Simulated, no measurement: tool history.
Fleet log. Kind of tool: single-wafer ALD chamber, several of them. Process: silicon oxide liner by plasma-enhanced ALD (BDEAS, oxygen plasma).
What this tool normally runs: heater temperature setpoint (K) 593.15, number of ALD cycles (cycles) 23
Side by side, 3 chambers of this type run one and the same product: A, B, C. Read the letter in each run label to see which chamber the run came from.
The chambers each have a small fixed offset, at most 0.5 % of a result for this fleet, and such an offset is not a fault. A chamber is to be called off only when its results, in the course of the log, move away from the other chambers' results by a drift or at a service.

| run | hour | heater temperature setpoint (K) | number of ALD cycles (cycles) | read-back reference wafer on the same gauge, thickness_nm | mean film thickness on the monitor wafer (Å) |
|---|---|---|---|---|---|
| 1B | 9.2 | 593.15 | 23 | 1.8499 | 20.801 |
| 2C | 17.1 | 593.15 | 23 | 1.8505 | 20.878 |
| 3A | 33.1 | 593.15 | 23 | 1.8510 | 20.574 |
| 4C | 49.0 | 593.15 | 23 | 1.8496 | 20.910 |
| 5B | 57.9 | 593.15 | 26 | 1.8520 | 23.343 |
| 6A | 67.3 | 593.15 | 26 | 1.8481 | 23.382 |
| 7A | 77.4 | 593.15 | 26 | 1.8507 | 23.500 |
| 8B | 88.5 | 593.15 | 23 | 1.8481 | 20.618 |
| 9C | 95.9 | 593.15 | 23 | 1.8486 | 20.711 |
| 10C | 107.2 | 593.15 | 23 | 1.8509 | 20.861 |
| 11B | 120.8 | 593.15 | 23 | 1.8484 | 20.568 |
| 12A | 128.7 | 593.15 | 23 | 1.8495 | 20.744 |
| 13A | 142.1 | 593.15 | 23 | 1.8486 | 20.782 |
| 14C | 151.2 | 593.15 | 23 | 1.8516 | 20.778 |
|  | 153.7 | chamber A: thermocouple changed; heater temperature recalibrated |
| 15B | 163.4 | 588.15 | 26 | 1.8514 | 23.658 |
| 16A | 178.9 | 588.15 | 26 | 1.8491 | 23.570 |
| 17C | 191.8 | 588.15 | 26 | 1.8503 | 23.641 |
| 18B | 203.8 | 593.15 | 23 | 1.8497 | 20.705 |
| 19C | 217.7 | 593.15 | 20 | 1.8514 | 18.132 |
| 20A | 228.3 | 593.15 | 20 | 1.8511 | 18.043 |
| 21B | 240.5 | 593.15 | 20 | 1.8510 | 18.033 |
| 22C | 253.9 | 593.15 | 23 | 1.8523 | 20.884 |
| 23B | 265.5 | 593.15 | 23 | 1.8498 | 20.644 |
| 24A | 278.7 | 588.15 | 27 | 1.8493 | 24.625 |
| 25B | 291.1 | 588.15 | 27 | 1.8497 | 24.444 |
| 26A | 303.0 | 588.15 | 27 | 1.8511 | 24.586 |
| 27C | 310.5 | 593.15 | 23 | 1.8507 | 20.855 |
| 28B | 320.5 | 593.15 | 23 | 1.8517 | 20.768 |
| 29A | 335.6 | 593.15 | 23 | 1.8506 | 20.734 |
| 30C | 348.5 | 593.15 | 23 | 1.8487 | 20.791 |
| 31C | 362.6 | 593.15 | 23 | 1.8502 | 20.867 |
| 32A | 370.6 | 593.15 | 23 | 1.8503 | 20.736 |
| 33B | 381.8 | 593.15 | 23 | 1.8507 | 20.628 |
| 34C | 391.6 | 593.15 | 23 | 1.8490 | 20.973 |

Does one chamber stand apart from the rest, does the shared gauge drift, or is all well apart from small per-chamber offsets? Give the chamber and the most likely cause, where there is one.

No chamber is off and the gauge is stable; the differences are just each chamber's small, constant offset.
